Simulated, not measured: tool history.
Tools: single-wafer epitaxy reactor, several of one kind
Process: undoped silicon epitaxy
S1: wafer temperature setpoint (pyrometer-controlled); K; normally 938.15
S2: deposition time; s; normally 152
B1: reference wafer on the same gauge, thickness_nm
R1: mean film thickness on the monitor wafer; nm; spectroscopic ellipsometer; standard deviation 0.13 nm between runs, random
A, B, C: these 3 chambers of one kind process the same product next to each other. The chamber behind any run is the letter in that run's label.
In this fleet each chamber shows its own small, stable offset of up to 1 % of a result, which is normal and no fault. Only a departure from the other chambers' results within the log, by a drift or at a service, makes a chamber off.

run,day,S1,S2,B1,R1
1A,0.258,938.15,152,31.998,34.966
2B,0.504,938.15,152,31.979,35.558
3C,0.8,938.15,152,32.035,34.965
4A,0.979,938.15,152,31.991,35.052
5C,1.238,938.15,152,32.038,34.937
6B,1.508,938.15,152,32.002,35.279
7C,1.742,938.15,152,32.006,35.023
8B,1.967,938.15,152,32.01,35.383
9A,2.158,944.15,152,31.982,39.897
10C,2.388,944.15,152,32.013,39.689
11A,2.6,944.15,152,32.002,39.848
12B,2.854,938.15,152,31.993,35.301
13B,3.121,938.15,152,32.003,35.413
14C,3.367,938.15,152,32.001,34.889
15A,3.55,938.15,152,31.966,35.041
16A,3.875,938.15,152,31.982,35.06
17C,4.075,938.15,152,32.017,34.913
18B,4.233,938.15,152,31.978,35.256
19A,4.483,938.15,152,32.027,35.167
20C,4.742,938.15,152,32.013,34.863
21B,4.929,938.15,152,31.969,35.468
22A,5.096,938.15,152,31.997,35.139
23C,5.333,952.15,152,32.011,46.75
24B,5.575,952.15,152,31.984,47.233
25B,5.9,952.15,152,32.012,46.993

Has any chamber moved away from the others, gradually or after a service, or does the common gauge drift, or do the chambers differ only by their own small steady offsets? State the chamber and the most likely cause if one applies.

No chamber is off and the gauge is stable; the differences are just each chamber's small, constant offset.
